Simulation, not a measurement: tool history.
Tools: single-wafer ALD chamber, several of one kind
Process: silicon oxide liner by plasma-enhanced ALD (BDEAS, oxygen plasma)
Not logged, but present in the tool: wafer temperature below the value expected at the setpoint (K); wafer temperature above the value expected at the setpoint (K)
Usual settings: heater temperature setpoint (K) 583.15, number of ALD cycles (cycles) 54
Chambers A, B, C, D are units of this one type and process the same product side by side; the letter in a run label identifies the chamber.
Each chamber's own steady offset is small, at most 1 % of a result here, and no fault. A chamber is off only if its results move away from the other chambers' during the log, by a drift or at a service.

run	hour	heater temperature setpoint (K)	number of ALD cycles (cycles)	hours since the last thermocouple change	read-back reference wafer on the same gauge, thickness_nm	mean film thickness on the monitor wafer (angstrom)
1A	10.1	583.15	54	476.3	4.4133	48.905
2D	22.5	583.15	54	1259.8	4.4192	49.195
3B	32.3	583.15	54	1621.2	4.4254	49.142
4C	46.6	583.15	54	524.1	4.4221	49.94
5B	59.3	596.15	64	1648.2	4.426	57.361
6C	70.8	596.15	64	548.3	4.4232	57.562
7D	85.8	596.15	64	1323.1	4.4183	56.791
8A	101.8	596.15	64	568	4.4129	57.378
9B	110.1	583.15	54	1699	4.4299	49.086
10C	125	583.15	54	602.5	4.4209	49.452
11D	139.5	583.15	54	1376.8	4.4199	49.313
12A	149.2	583.15	54	615.4	4.4129	49.501
13C	158.4	583.15	54	635.9	4.414	49.695
14D	167.1	583.15	59	1404.4	4.4162	53.775
15A	183.2	583.15	59	649.4	4.4228	53.572
16B	193.9	583.15	59	1782.8	4.4193	53.636
17B	203.1	583.15	59	1792	4.4188	54.085
# hour 209.2: chamber D: thermocouple changed; heater temperature recalibrated
18A	211.2	583.15	54	677.4	4.4216	49.111
19C	220.9	583.15	54	698.4	4.4223	49.483
20D	236	583.15	54	26.8	4.4211	49.515
21C	250	583.15	54	727.5	4.4229	49.262
22A	259.6	583.15	54	725.8	4.4204	49.678
23D	272.4	574.15	46	63.2	4.428	42.684
24B	285.9	574.15	46	1874.8	4.4188	42.352

Next, every chamber runs the same settings. What will each give?
25A	297.3	574.15	54			?
25B	297.3	574.15	54			?
25C	297.3	574.15	54			?
25D	297.3	574.15	54			?

run	mean film thickness on the monitor wafer (angstrom)
25A	49.886
25B	49.582
25C	50.082
25D	49.836

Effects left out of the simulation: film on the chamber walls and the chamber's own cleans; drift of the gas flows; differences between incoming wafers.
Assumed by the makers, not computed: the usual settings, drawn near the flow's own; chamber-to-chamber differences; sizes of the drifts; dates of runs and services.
